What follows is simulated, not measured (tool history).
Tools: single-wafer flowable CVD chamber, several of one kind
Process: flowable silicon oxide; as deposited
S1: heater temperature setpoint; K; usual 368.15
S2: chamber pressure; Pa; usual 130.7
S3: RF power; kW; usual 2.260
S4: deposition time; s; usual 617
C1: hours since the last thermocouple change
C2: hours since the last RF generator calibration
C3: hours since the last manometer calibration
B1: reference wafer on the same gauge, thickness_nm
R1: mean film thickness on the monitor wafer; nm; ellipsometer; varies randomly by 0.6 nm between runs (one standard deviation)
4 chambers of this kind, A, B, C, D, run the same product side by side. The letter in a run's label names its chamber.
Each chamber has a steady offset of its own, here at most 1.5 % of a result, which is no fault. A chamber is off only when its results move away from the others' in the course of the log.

Run 1C, hour 2.5: usual settings; C1 507.5; C2 1640.7; C3 610.7; B1 505.87. Result: R1 580.76 nm.
Run 2D, hour 6.2: usual settings; C1 1250.3; C2 16.9; C3 2247.3; B1 505.90. Result: R1 577.42 nm.
Run 3B, hour 10.6: usual settings; C1 1457.5; C2 542.2; C3 2059.4; B1 505.75. Result: R1 589.08 nm.
Run 4A, hour 15.1: usual settings; C1 1217.6; C2 690.0; C3 1156.7; B1 505.73. Result: R1 584.50 nm.
At hour 17.2: chamber B: capacitance manometer re-zeroed and calibrated.
Run 5B, hour 17.6: usual settings; C1 1464.5; C2 549.2; C3 0.5; B1 505.64. Result: R1 589.88 nm.
Run 6A, hour 20.9: usual settings; C1 1223.4; C2 695.8; C3 1162.5; B1 505.63. Result: R1 584.57 nm.
Run 7D, hour 23.4: usual settings; C1 1267.5; C2 34.1; C3 2264.5; B1 505.60. Result: R1 578.03 nm.
Run 8C, hour 26.0: usual settings but S2 161.1 Pa, S3 1.920 kW; C1 531.0; C2 1664.2; C3 634.2; B1 505.58. Result: R1 710.99 nm.
Run 9D, hour 30.3: usual settings but S2 161.1 Pa, S3 1.920 kW; C1 1274.4; C2 41.0; C3 2271.4; B1 505.64. Result: R1 711.40 nm.
Run 10B, hour 33.7: usual settings but S2 161.1 Pa, S3 1.920 kW; C1 1480.6; C2 565.3; C3 16.6; B1 505.51. Result: R1 728.34 nm.
Run 11C, hour 38.6: usual settings but S2 161.1 Pa, S3 1.920 kW; C1 543.6; C2 1676.8; C3 646.8; B1 505.26. Result: R1 709.01 nm.
At hour 39.5: chamber C: RF generator calibrated.
Run 12A, hour 41.2: usual settings; C1 1243.7; C2 716.1; C3 1182.8; B1 505.38. Result: R1 583.83 nm.
Run 13A, hour 45.4: usual settings; C1 1247.9; C2 720.3; C3 1187.0; B1 505.28. Result: R1 584.58 nm.
Run 14B, hour 47.9: usual settings; C1 1494.8; C2 579.5; C3 30.8; B1 505.22. Result: R1 588.16 nm.
Run 15D, hour 51.4: usual settings; C1 1295.5; C2 62.1; C3 2292.5; B1 505.29. Result: R1 575.85 nm.
At hour 54.7: chamber D: capacitance manometer re-zeroed and calibrated.
Run 16C, hour 55.4: usual settings; C1 560.4; C2 15.9; C3 663.6; B1 505.14. Result: R1 579.87 nm.
Run 17C, hour 58.1: usual settings; C1 563.1; C2 18.6; C3 666.3; B1 504.98. Result: R1 578.34 nm.
Run 18A, hour 62.0: usual settings; C1 1264.5; C2 736.9; C3 1203.6; B1 504.92. Result: R1 583.29 nm.
Run 19B, hour 65.1: usual settings; C1 1512.0; C2 596.7; C3 48.0; B1 504.88. Result: R1 588.82 nm.
Run 20D, hour 69.3: usual settings; C1 1313.4; C2 80.0; C3 14.6; B1 504.98. Result: R1 576.75 nm.
Run 21C, hour 74.0: usual settings; C1 579.0; C2 34.5; C3 682.2; B1 504.81. Result: R1 579.64 nm.
Run 22B, hour 78.8: usual settings; C1 1525.7; C2 610.4; C3 61.7; B1 504.72. Result: R1 587.70 nm.
Run 23A, hour 83.4: usual settings but S2 100.1 Pa; C1 1285.9; C2 758.3; C3 1225.0; B1 504.60. Result: R1 415.08 nm.
Run 24D, hour 88.2: usual settings but S2 100.1 Pa; C1 1332.3; C2 98.9; C3 33.5; B1 504.57. Result: R1 410.03 nm.
Run 25A, hour 90.8: usual settings but S2 100.1 Pa; C1 1293.3; C2 765.7; C3 1232.4; B1 504.60. Result: R1 415.30 nm.
Run 26B, hour 94.3: usual settings but S2 100.1 Pa; C1 1541.2; C2 625.9; C3 77.2; B1 504.50. Result: R1 416.55 nm.
Run 27C, hour 98.5: usual settings; C1 603.5; C2 59.0; C3 706.7; B1 504.39. Result: R1 578.94 nm.
Run 28D, hour 102.8: usual settings; C1 1346.9; C2 113.5; C3 48.1; B1 504.34. Result: R1 576.23 nm.
Run 29D, hour 105.3: usual settings; C1 1349.4; C2 116.0; C3 50.6; B1 504.28. Result: R1 575.01 nm.
Run 30C, hour 110.2: usual settings; C1 615.2; C2 70.7; C3 718.4; B1 504.24. Result: R1 580.02 nm.
Run 31A, hour 114.1: usual settings; C1 1316.6; C2 789.0; C3 1255.7; B1 504.16. Result: R1 583.22 nm.
Run 32B, hour 117.1: usual settings; C1 1564.0; C2 648.7; C3 100.0; B1 504.05. Result: R1 587.44 nm.
Run 33D, hour 120.5: usual settings; C1 1364.6; C2 131.2; C3 65.8; B1 504.01. Result: R1 575.20 nm.
Run 34C, hour 123.4: usual settings but S2 99.7 Pa; C1 628.4; C2 83.9; C3 731.6; B1 503.93. Result: R1 413.73 nm.
Run 35B, hour 127.6: usual settings but S2 99.7 Pa; C1 1574.5; C2 659.2; C3 110.5; B1 504.02. Result: R1 413.63 nm.
Run 36A, hour 130.1: usual settings but S2 99.7 Pa; C1 1332.6; C2 805.0; C3 1271.7; B1 503.93. Result: R1 411.98 nm.

Is one chamber off against the others, does the gauge drift, or is nothing wrong? If a chamber is off, say which, and what the likeliest cause is.

None of the chambers is off. What moves is the gauge, dragging all their readings along together.
Most likely cause: gauge reads low (%) = 0.421.

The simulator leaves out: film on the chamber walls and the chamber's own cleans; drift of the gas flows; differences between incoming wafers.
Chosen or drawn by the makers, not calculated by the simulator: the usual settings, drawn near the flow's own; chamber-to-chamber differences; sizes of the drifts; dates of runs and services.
